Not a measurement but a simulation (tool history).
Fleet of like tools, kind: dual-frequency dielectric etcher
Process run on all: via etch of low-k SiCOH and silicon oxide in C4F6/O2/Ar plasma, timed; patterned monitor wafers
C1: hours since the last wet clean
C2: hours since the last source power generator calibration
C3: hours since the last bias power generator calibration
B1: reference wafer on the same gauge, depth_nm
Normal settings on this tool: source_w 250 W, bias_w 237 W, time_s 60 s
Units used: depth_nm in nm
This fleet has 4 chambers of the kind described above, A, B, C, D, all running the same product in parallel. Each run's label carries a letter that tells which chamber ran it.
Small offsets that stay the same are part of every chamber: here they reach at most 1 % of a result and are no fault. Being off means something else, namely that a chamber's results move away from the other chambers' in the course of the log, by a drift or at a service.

{"run": "1D", "hour": 10.0, "source_w": 250, "bias_w": 237, "time_s": 60, "C1": 110.6, "C2": 2329.3, "C3": 1740.6, "B1": 154.08, "depth_nm": 141.71}
{"run": "2C", "hour": 23.6, "source_w": 250, "bias_w": 237, "time_s": 60, "C1": 288.5, "C2": 863.4, "C3": 1707, "B1": 153.95, "depth_nm": 144.49}
{"run": "3B", "hour": 33.9, "source_w": 250, "bias_w": 237, "time_s": 60, "C1": 221.2, "C2": 4002.2, "C3": 840.3, "B1": 154.12, "depth_nm": 143.52}
{"run": "4A", "hour": 41.9, "source_w": 250, "bias_w": 237, "time_s": 60, "C1": 173.4, "C2": 264.5, "C3": 1266.1, "B1": 154.11, "depth_nm": 142.83}
{"run": "5B", "hour": 49.6, "source_w": 250, "bias_w": 237, "time_s": 60, "C1": 236.9, "C2": 4017.9, "C3": 856, "B1": 154.01, "depth_nm": 144.07}
{"run": "6A", "hour": 60.2, "source_w": 250, "bias_w": 237, "time_s": 60, "C1": 191.7, "C2": 282.8, "C3": 1284.4, "B1": 154.09, "depth_nm": 144.7}
{"run": "7C", "hour": 69.2, "source_w": 250, "bias_w": 237, "time_s": 60, "C1": 334.1, "C2": 909, "C3": 1752.6, "B1": 153.98, "depth_nm": 143.44}
{"run": "8D", "hour": 78.5, "source_w": 250, "bias_w": 237, "time_s": 60, "C1": 179.1, "C2": 2397.8, "C3": 1809.1, "B1": 153.95, "depth_nm": 141.46}
{"run": "9A", "hour": 89.2, "source_w": 250, "bias_w": 237, "time_s": 60, "C1": 220.7, "C2": 311.8, "C3": 1313.4, "B1": 154.06, "depth_nm": 142.67}
{"run": "10C", "hour": 97.9, "source_w": 250, "bias_w": 237, "time_s": 60, "C1": 362.8, "C2": 937.7, "C3": 1781.3, "B1": 153.97, "depth_nm": 143.55}
{"run": "11D", "hour": 104.4, "source_w": 250, "bias_w": 237, "time_s": 60, "C1": 205, "C2": 2423.7, "C3": 1835, "B1": 153.93, "depth_nm": 143.14}
{"run": "12B", "hour": 112.0, "source_w": 250, "bias_w": 180, "time_s": 53.5, "C1": 299.3, "C2": 4080.3, "C3": 918.4, "B1": 154.03, "depth_nm": 116.73}
{"run": "13A", "hour": 125.8, "source_w": 250, "bias_w": 180, "time_s": 53.5, "C1": 257.3, "C2": 348.4, "C3": 1350, "B1": 154.05, "depth_nm": 117.43}
{"run": "14D", "hour": 139.7, "source_w": 250, "bias_w": 180, "time_s": 53.5, "C1": 240.3, "C2": 2459, "C3": 1870.3, "B1": 154.05, "depth_nm": 116.34}
{"run": "15C", "hour": 148.5, "source_w": 250, "bias_w": 180, "time_s": 53.5, "C1": 413.4, "C2": 988.3, "C3": 1831.9, "B1": 153.98, "depth_nm": 117.49}
{"run": "16B", "hour": 160.7, "source_w": 290, "bias_w": 261, "time_s": 60, "C1": 348, "C2": 4129, "C3": 967.1, "B1": 153.89, "depth_nm": 157.16}
{"run": "17C", "hour": 168.5, "source_w": 290, "bias_w": 261, "time_s": 60, "C1": 433.4, "C2": 1008.3, "C3": 1851.9, "B1": 154.06, "depth_nm": 156.36}
{"run": "18D", "hour": 181.2, "source_w": 290, "bias_w": 261, "time_s": 60, "C1": 281.8, "C2": 2500.5, "C3": 1911.8, "B1": 153.96, "depth_nm": 155.74}
{"run": "19B", "hour": 190.1, "source_w": 290, "bias_w": 261, "time_s": 60, "C1": 377.4, "C2": 4158.4, "C3": 996.5, "B1": 153.89, "depth_nm": 156.91}
{"run": "20A", "hour": 196.9, "source_w": 250, "bias_w": 237, "time_s": 60, "C1": 328.4, "C2": 419.5, "C3": 1421.1, "B1": 153.93, "depth_nm": 143.82}
{"run": "21B", "hour": 204.5, "source_w": 250, "bias_w": 237, "time_s": 60, "C1": 391.8, "C2": 4172.8, "C3": 1010.9, "B1": 154.07, "depth_nm": 143.83}
{"run": "22A", "hour": 217.3, "source_w": 250, "bias_w": 237, "time_s": 60, "C1": 348.8, "C2": 439.9, "C3": 1441.5, "B1": 154, "depth_nm": 143.37}
{"run": "23D", "hour": 231.1, "source_w": 250, "bias_w": 237, "time_s": 42.5, "C1": 331.7, "C2": 2550.4, "C3": 1961.7, "B1": 154.04, "depth_nm": 100.67}
{"run": "24C", "hour": 238.0, "source_w": 250, "bias_w": 237, "time_s": 42.5, "C1": 502.9, "C2": 1077.8, "C3": 1921.4, "B1": 153.99, "depth_nm": 102.19}
{"run": "25A", "hour": 248.4, "source_w": 250, "bias_w": 237, "time_s": 42.5, "C1": 379.9, "C2": 471, "C3": 1472.6, "B1": 153.88, "depth_nm": 101.88}
{"run": "26C", "hour": 260.4, "source_w": 250, "bias_w": 237, "time_s": 42.5, "C1": 525.3, "C2": 1100.2, "C3": 1943.8, "B1": 153.98, "depth_nm": 102.65}
{"hour": 271.6, "done": "chamber C: wet clean of the chamber"}
{"run": "27D", "hour": 272.8, "source_w": 250, "bias_w": 237, "time_s": 60, "C1": 373.4, "C2": 2592.1, "C3": 2003.4, "B1": 153.94, "depth_nm": 142.63}
{"run": "28B", "hour": 285.5, "source_w": 250, "bias_w": 237, "time_s": 60, "C1": 472.8, "C2": 4253.8, "C3": 1091.9, "B1": 153.99, "depth_nm": 143.64}
{"run": "29B", "hour": 296.7, "source_w": 250, "bias_w": 237, "time_s": 60, "C1": 484, "C2": 4265, "C3": 1103.1, "B1": 154.04, "depth_nm": 143.29}
{"hour": 304.3, "done": "chamber D: wet clean of the chamber"}
{"run": "30A", "hour": 307.0, "source_w": 250, "bias_w": 237, "time_s": 60, "C1": 438.5, "C2": 529.6, "C3": 1531.2, "B1": 154.04, "depth_nm": 143.75}
{"run": "31C", "hour": 316.0, "source_w": 250, "bias_w": 237, "time_s": 60, "C1": 44.4, "C2": 1155.8, "C3": 1999.4, "B1": 153.9, "depth_nm": 144.08}
{"hour": 322.4, "done": "chamber A: wet clean of the chamber"}
{"run": "32D", "hour": 329.1, "source_w": 250, "bias_w": 237, "time_s": 60, "C1": 24.9, "C2": 2648.4, "C3": 2059.7, "B1": 154.15, "depth_nm": 142.84}
{"hour": 331.2, "done": "chamber D: bias power generator calibrated"}
{"hour": 336.9, "done": "chamber B: wet clean of the chamber"}
{"run": "33A", "hour": 340.6, "source_w": 250, "bias_w": 237, "time_s": 60, "C1": 18.3, "C2": 563.2, "C3": 1564.8, "B1": 154.08, "depth_nm": 144.19}
{"run": "34B", "hour": 354.9, "source_w": 250, "bias_w": 237, "time_s": 60, "C1": 18, "C2": 4323.2, "C3": 1161.3, "B1": 153.99, "depth_nm": 143.64}
{"run": "35D", "hour": 362.1, "source_w": 250, "bias_w": 237, "time_s": 60, "C1": 57.9, "C2": 2681.4, "C3": 30.9, "B1": 153.94, "depth_nm": 142.33}
{"run": "36C", "hour": 369.4, "source_w": 250, "bias_w": 237, "time_s": 60, "C1": 97.8, "C2": 1209.2, "C3": 2052.8, "B1": 154.01, "depth_nm": 143.28}
{"run": "37A", "hour": 376.5, "source_w": 250, "bias_w": 237, "time_s": 60, "C1": 54.2, "C2": 599.1, "C3": 1600.7, "B1": 154.06, "depth_nm": 143.55}
{"run": "38D", "hour": 385.0, "source_w": 250, "bias_w": 237, "time_s": 60, "C1": 80.8, "C2": 2704.3, "C3": 53.8, "B1": 153.96, "depth_nm": 141.56}
{"run": "39C", "hour": 399.4, "source_w": 250, "bias_w": 237, "time_s": 60, "C1": 127.8, "C2": 1239.2, "C3": 2082.8, "B1": 154.06, "depth_nm": 144.36}

Predict what each chamber gives when all 4 of them run the settings below next.
{"run": "40A", "hour": 409.9, "source_w": 250, "bias_w": 237, "time_s": 60, "depth_nm": "?"}
{"run": "40B", "hour": 409.9, "source_w": 250, "bias_w": 237, "time_s": 60, "depth_nm": "?"}
{"run": "40C", "hour": 409.9, "source_w": 250, "bias_w": 237, "time_s": 60, "depth_nm": "?"}
{"run": "40D", "hour": 409.9, "source_w": 250, "bias_w": 237, "time_s": 60, "depth_nm": "?"}

run=40A depth_nm=144.38
run=40B depth_nm=143.09
run=40C depth_nm=144.15
run=40D depth_nm=142.18
